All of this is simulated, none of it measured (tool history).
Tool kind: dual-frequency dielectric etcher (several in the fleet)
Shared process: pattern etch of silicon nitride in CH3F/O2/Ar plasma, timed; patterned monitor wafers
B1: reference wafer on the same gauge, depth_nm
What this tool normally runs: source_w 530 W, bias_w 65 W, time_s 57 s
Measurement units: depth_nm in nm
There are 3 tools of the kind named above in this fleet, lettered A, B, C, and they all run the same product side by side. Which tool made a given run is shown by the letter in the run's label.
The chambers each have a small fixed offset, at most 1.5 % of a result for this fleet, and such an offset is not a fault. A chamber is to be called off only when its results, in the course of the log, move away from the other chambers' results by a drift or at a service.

{"run": "1C", "hour": 5.1, "source_w": 530, "bias_w": 65, "time_s": 57, "B1": 42.671, "depth_nm": 42.271}
{"run": "2A", "hour": 10.3, "source_w": 530, "bias_w": 65, "time_s": 57, "B1": 42.663, "depth_nm": 42.877}
{"run": "3B", "hour": 15.9, "source_w": 530, "bias_w": 65, "time_s": 57, "B1": 42.678, "depth_nm": 42.484}
{"run": "4A", "hour": 20.9, "source_w": 530, "bias_w": 65, "time_s": 57, "B1": 42.686, "depth_nm": 42.53}
{"run": "5C", "hour": 29.1, "source_w": 530, "bias_w": 65, "time_s": 57, "B1": 42.717, "depth_nm": 42.277}
{"run": "6B", "hour": 36.7, "source_w": 530, "bias_w": 65, "time_s": 57, "B1": 42.687, "depth_nm": 42.68}
{"run": "7B", "hour": 43.8, "source_w": 530, "bias_w": 65, "time_s": 57, "B1": 42.688, "depth_nm": 42.829}
{"run": "8C", "hour": 48.2, "source_w": 530, "bias_w": 65, "time_s": 57, "B1": 42.701, "depth_nm": 42.723}
{"run": "9A", "hour": 56.3, "source_w": 530, "bias_w": 65, "time_s": 57, "B1": 42.725, "depth_nm": 41.996}
{"run": "10C", "hour": 60.6, "source_w": 530, "bias_w": 65, "time_s": 57, "B1": 42.625, "depth_nm": 42.784}
{"run": "11B", "hour": 68.5, "source_w": 530, "bias_w": 65, "time_s": 57, "B1": 42.69, "depth_nm": 42.516}
{"run": "12A", "hour": 73.6, "source_w": 530, "bias_w": 65, "time_s": 57, "B1": 42.728, "depth_nm": 42.201}
{"run": "13B", "hour": 80.4, "source_w": 530, "bias_w": 65, "time_s": 57, "B1": 42.682, "depth_nm": 42.769}
{"run": "14C", "hour": 88.4, "source_w": 530, "bias_w": 65, "time_s": 57, "B1": 42.691, "depth_nm": 42.495}
{"run": "15A", "hour": 96.9, "source_w": 530, "bias_w": 65, "time_s": 57, "B1": 42.736, "depth_nm": 42.074}
{"run": "16B", "hour": 105.1, "source_w": 440, "bias_w": 50, "time_s": 57, "B1": 42.707, "depth_nm": 36.473}
{"run": "17C", "hour": 109.4, "source_w": 440, "bias_w": 50, "time_s": 57, "B1": 42.743, "depth_nm": 36.371}
{"run": "18A", "hour": 113.8, "source_w": 440, "bias_w": 50, "time_s": 57, "B1": 42.676, "depth_nm": 35.875}
{"run": "19B", "hour": 121.1, "source_w": 530, "bias_w": 65, "time_s": 57, "B1": 42.678, "depth_nm": 42.756}
{"run": "20A", "hour": 125.1, "source_w": 530, "bias_w": 65, "time_s": 57, "B1": 42.703, "depth_nm": 41.421}
{"run": "21C", "hour": 129.7, "source_w": 530, "bias_w": 65, "time_s": 57, "B1": 42.701, "depth_nm": 42.302}
{"run": "22B", "hour": 133.8, "source_w": 530, "bias_w": 65, "time_s": 57, "B1": 42.716, "depth_nm": 42.705}
{"run": "23C", "hour": 140.2, "source_w": 460, "bias_w": 65, "time_s": 57, "B1": 42.72, "depth_nm": 40.346}
{"run": "24A", "hour": 148.2, "source_w": 460, "bias_w": 65, "time_s": 57, "B1": 42.667, "depth_nm": 39.322}
{"run": "25C", "hour": 152.7, "source_w": 460, "bias_w": 65, "time_s": 57, "B1": 42.704, "depth_nm": 40.298}
{"run": "26B", "hour": 160.1, "source_w": 530, "bias_w": 65, "time_s": 57, "B1": 42.663, "depth_nm": 42.747}
{"run": "27A", "hour": 166.6, "source_w": 530, "bias_w": 65, "time_s": 57, "B1": 42.701, "depth_nm": 41.005}
{"run": "28B", "hour": 174.4, "source_w": 530, "bias_w": 65, "time_s": 57, "B1": 42.694, "depth_nm": 42.559}
{"run": "29A", "hour": 178.8, "source_w": 530, "bias_w": 65, "time_s": 57, "B1": 42.693, "depth_nm": 40.829}
{"run": "30C", "hour": 183.9, "source_w": 530, "bias_w": 65, "time_s": 57, "B1": 42.692, "depth_nm": 42.633}
{"run": "31C", "hour": 189.6, "source_w": 530, "bias_w": 65, "time_s": 57, "B1": 42.672, "depth_nm": 42.351}
{"run": "32A", "hour": 196.3, "source_w": 530, "bias_w": 65, "time_s": 57, "B1": 42.716, "depth_nm": 40.791}
{"run": "33B", "hour": 200.9, "source_w": 530, "bias_w": 65, "time_s": 57, "B1": 42.673, "depth_nm": 42.723}
{"run": "34A", "hour": 205.9, "source_w": 530, "bias_w": 65, "time_s": 57, "B1": 42.714, "depth_nm": 41.148}
{"run": "35B", "hour": 211.2, "source_w": 530, "bias_w": 65, "time_s": 57, "B1": 42.663, "depth_nm": 42.534}
{"run": "36C", "hour": 215.3, "source_w": 530, "bias_w": 65, "time_s": 57, "B1": 42.706, "depth_nm": 42.581}
{"run": "37B", "hour": 221.4, "source_w": 530, "bias_w": 65, "time_s": 57, "B1": 42.709, "depth_nm": 42.878}
{"run": "38A", "hour": 228.6, "source_w": 530, "bias_w": 65, "time_s": 57, "B1": 42.695, "depth_nm": 40.453}
{"run": "39C", "hour": 236.9, "source_w": 600, "bias_w": 59, "time_s": 57, "B1": 42.677, "depth_nm": 43.432}

Does one chamber stand apart from the rest, does the shared gauge drift, or is all well apart from small per-chamber offsets? Give the chamber and the most likely cause, where there is one.

One chamber, A, drifts off from the rest bit by bit.
What lies behind it: etch rate under this chamber's usual, % = 4.89.

Below are 4 candidate recipes for chamber A's next run, each the usual settings with a change, their results shown as question marks. Which of them brings A's results back in line with what the other chambers give on the usual settings?
In line means no further than this from the other chambers' mean on the usual settings: depth_nm 0.64 nm
{"run": "40A-1", "hour": 243.0, "source_w": 530, "bias_w": 65, "time_s": 56, "depth_nm": "?"}
{"run": "40A-2", "hour": 243.0, "source_w": 520, "bias_w": 65, "time_s": 54.5, "depth_nm": "?"}
{"run": "40A-3", "hour": 243.0, "source_w": 530, "bias_w": 65, "time_s": 58.5, "depth_nm": "?"}
{"run": "40A-4", "hour": 243.0, "source_w": 540, "bias_w": 66, "time_s": 59.5, "depth_nm": "?"}

Mean of the other chambers on the usual settings: depth_nm 42.563 nm
run=40A-1 depth_nm=39.867
run=40A-2 depth_nm=38.519
run=40A-3 depth_nm=41.647
run=40A-4 depth_nm=42.872
40A-4 puts the chamber back in line with the other chambers.
